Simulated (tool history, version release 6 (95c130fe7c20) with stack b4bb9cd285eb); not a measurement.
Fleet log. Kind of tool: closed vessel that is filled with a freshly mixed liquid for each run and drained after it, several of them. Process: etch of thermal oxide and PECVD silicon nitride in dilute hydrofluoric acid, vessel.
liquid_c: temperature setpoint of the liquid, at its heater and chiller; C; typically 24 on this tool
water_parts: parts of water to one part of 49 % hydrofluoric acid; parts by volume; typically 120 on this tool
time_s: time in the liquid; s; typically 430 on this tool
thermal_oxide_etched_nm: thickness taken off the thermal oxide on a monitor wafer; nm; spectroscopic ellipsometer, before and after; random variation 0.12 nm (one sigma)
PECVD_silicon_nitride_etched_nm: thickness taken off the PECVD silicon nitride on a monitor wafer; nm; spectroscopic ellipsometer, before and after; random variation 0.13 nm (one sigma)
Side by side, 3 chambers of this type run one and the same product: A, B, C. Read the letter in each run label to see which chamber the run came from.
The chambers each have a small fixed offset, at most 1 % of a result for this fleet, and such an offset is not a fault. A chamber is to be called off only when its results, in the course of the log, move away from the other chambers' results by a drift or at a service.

run,hour,liquid_c,water_parts,time_s,hours since the thermometer was replaced,hours since the hydrofluoric acid flow meter was replaced,"read-back film thickness of the thermal oxide reference wafer, read on the same gauge (nm)","read-back film thickness of the PECVD silicon nitride reference wafer, read on the same gauge (nm)",thermal_oxide_etched_nm,PECVD_silicon_nitride_etched_nm
1A,4.3,24,120,430,816.3,242.7,50.02,120,16.485,13.477
2C,9.2,24,120,430,263.7,401.8,49.978,120.01,16.44,13.465
3B,13.1,24,120,430,553.8,126.8,50.021,120.01,16.463,13.117
4B,18.7,24,120,430,559.4,132.4,50.037,119.99,16.496,13.231
5C,22.4,24,120,430,276.9,415,49.978,120.01,16.489,13.185
6A,27.9,24,120,430,839.9,266.3,50.018,119.99,16.642,13.325
7A,30.9,24,120,430,842.9,269.3,49.99,120.01,16.723,13.303
8C,34.7,24,120,430,289.2,427.3,49.985,120.02,16.052,13.071
9B,40.6,24,120,430,581.3,154.3,49.996,120.01,16.426,13.425
10A,43.8,24,120,430,855.8,282.2,50.041,120,16.576,13.39
11B,49.7,24,175,430,590.4,163.4,49.991,119.99,10.433,9.171
12C,54.1,24,175,430,308.6,446.7,50.021,119.98,10.293,8.7239
13B,59.9,24,175,430,600.6,173.6,49.997,119.99,10.53,9.0932
14A,66,24,120,430,878,304.4,49.987,120.01,16.584,13.323
15C,72.2,24,175,530,326.7,464.8,50.013,120.02,12.52,10.636
16B,77.8,24,175,530,618.5,191.5,50.001,120.03,13.114,11.256
17A,80.8,24,175,530,892.8,319.2,49.989,119.99,13.232,11.213
18C,87.4,24,120,430,341.9,480,49.995,120.03,15.681,12.922
19C,92.7,24,120,430,347.2,485.3,49.967,119.97,15.649,12.555
20A,97.1,24,120,430,909.1,335.5,49.987,120.02,16.805,13.158
# hour 98.9: chamber B: thermometer replaced
21B,101.6,24,120,430,2.7,215.3,49.997,119.99,16.619,13.152
22A,106.3,24,120,430,918.3,344.7,49.995,120.04,16.571,13.436
23C,112.3,24,120,430,366.8,504.9,49.965,120.01,15.566,12.324
24B,116.9,24,140,430,18,230.6,50.029,120.04,13.979,11.603
25A,121.9,24,140,430,933.9,360.3,50.01,120.01,14.083,11.318
26C,127.9,24,140,430,382.4,520.5,50.012,119.97,12.527,10.73
27B,132.8,24,75,325,33.9,246.5,50.025,120.02,20.772,16.027
28A,137.1,24,75,325,949.1,375.5,49.996,119.99,21.377,15.773
29B,141.5,24,75,325,42.6,255.2,49.965,120,20.954,15.947
30C,146.4,24,120,430,400.9,539,49.955,120.02,15.06,12.12
31C,149.4,24,120,290,403.9,542,50.001,119.98,10.05,8.242
32B,153.2,24,120,290,54.3,266.9,49.983,119.99,10.958,9.0484

Is one chamber out of step, is the gauge drifting, or do the chambers differ by no more than their own small offsets? For an off chamber, give its letter and the likeliest cause.

It is chamber C that slowly wanders off from its peers.
Cause: hydrofluoric acid flow below the setpoint (%) = 8.15.

Here are 4 candidates for chamber C's next run, each the usual settings with a change, their results left as question marks. Which one brings its results back in line with what the others give on the usual settings?
Counts as in line when no further than this from what the other chambers average on the usual settings: thermal_oxide_etched_nm 0.42 nm; PECVD_silicon_nitride_etched_nm 0.46 nm
33C-1,158.1,24,110,460,,,,,?,?
33C-2,158.1,24,115,450,,,,,?,?
33C-3,158.1,24,125,410,,,,,?,?
33C-4,158.1,24,130,400,,,,,?,?

Other chambers, usual settings, mean: thermal_oxide_etched_nm 16.517 nm; PECVD_silicon_nitride_etched_nm 13.283 nm
run,thermal_oxide_etched_nm,PECVD_silicon_nitride_etched_nm
33C-1,17.576,14.167
33C-2,16.339,13.262
33C-3,13.521,11.126
33C-4,12.603,10.441
The answer is 33C-2, which returns the chamber to within the allowed miss of the others.
